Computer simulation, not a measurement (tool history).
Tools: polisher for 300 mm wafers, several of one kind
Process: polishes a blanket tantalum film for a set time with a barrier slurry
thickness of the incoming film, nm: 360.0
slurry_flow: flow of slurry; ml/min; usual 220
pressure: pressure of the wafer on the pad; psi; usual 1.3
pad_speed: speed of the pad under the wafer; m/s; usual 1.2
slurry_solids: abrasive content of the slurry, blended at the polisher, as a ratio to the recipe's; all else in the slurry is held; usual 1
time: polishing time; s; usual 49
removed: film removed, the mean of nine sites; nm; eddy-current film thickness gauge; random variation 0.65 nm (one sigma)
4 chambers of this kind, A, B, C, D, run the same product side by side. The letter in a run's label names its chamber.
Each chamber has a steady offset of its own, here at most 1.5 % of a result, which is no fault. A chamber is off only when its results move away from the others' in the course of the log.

run,hour,slurry_flow,pressure,pad_speed,slurry_solids,time,removed
# hour 7.1: chamber C: worn pad replaced by a new one
1B,7.8,220,1.3,1.2,1,49,57.377
# hour 11.3: chamber A: worn pad replaced by a new one
# hour 16: chamber C: head pressure recalibrated
2A,18.3,220,1.3,1.2,1,49,57.287
# hour 25.5: chamber B: worn pad replaced by a new one
3D,31,220,1.3,1.2,1,49,58.765
4C,38.1,220,1.3,1.2,1,49,58.623
5A,48.5,220,1.3,1.2,1,49,56.68
6D,61.3,220,1.3,1.2,1,49,58.782
7B,70.8,220,1.3,0.84,1,56,47.304
8C,79.7,220,1.3,0.84,1,56,46.873
# hour 89.3: chamber B: worn pad replaced by a new one
9B,92.3,220,1.3,0.84,1,56,47.207
10C,103.8,220,1.3,0.84,1,56,47.159
# hour 109.1: chamber D: worn pad replaced by a new one
11D,112.4,260,1.3,1.2,1.1,49,60.702
12A,125.1,260,1.3,1.2,1.1,49,59.271
# hour 138: chamber A: slurry blender recalibrated
# hour 138.3: chamber C: worn pad replaced by a new one
13B,140.1,260,1.3,1.2,1.1,49,61.747
14D,150.3,260,1.3,1.2,1.1,49,61.981
# hour 151.4: chamber B: worn pad replaced by a new one
# hour 155.6: chamber D: slurry blender recalibrated
15A,162.2,220,1.3,1.2,1,49,56.791
# hour 171.2: chamber A: worn pad replaced by a new one
16C,177.9,220,1.3,1.2,1,49,58.446
# hour 183.3: chamber A: slurry nozzle cleaned
17C,186.3,220,1.3,1.2,1,49,57.656
18A,199.1,220,1.3,1.2,1,49,57.2
19B,214.9,220,1.3,1.2,1,49,58.827
# hour 225: chamber B: worn pad replaced by a new one
20D,226.2,220,1.3,1.2,1,49,57.228
# hour 232.1: chamber B: slurry blender recalibrated
# hour 232.4: chamber D: worn pad replaced by a new one
21A,237.8,220,1.3,1.2,1,49,57.954
# hour 238.9: chamber C: slurry nozzle cleaned
# hour 239: chamber A: head pressure recalibrated
22D,250,220,1.3,1.2,1,49,58.799
23C,263.4,220,1.3,1.2,1,49,59.208
24B,272.3,220,1.3,1.2,1,49,58.964
# hour 273.9: chamber C: worn pad replaced by a new one
25D,280.4,220,1.3,1.2,1,49,58.479
26B,294.5,220,1.3,1.2,1,49,58.587
27C,304.4,220,1.3,1.2,1,49,59.195
28A,314.5,220,1.3,1.2,1,49,58.064
29D,328.2,220,1.3,1.2,1,49,58.521

What goes on in this fleet: one chamber off, a drifting gauge, or nothing beyond the chambers' own small offsets? Name the chamber and the cause, if any.

No chamber stands off beyond its own small offset, and the gauge holds steady.

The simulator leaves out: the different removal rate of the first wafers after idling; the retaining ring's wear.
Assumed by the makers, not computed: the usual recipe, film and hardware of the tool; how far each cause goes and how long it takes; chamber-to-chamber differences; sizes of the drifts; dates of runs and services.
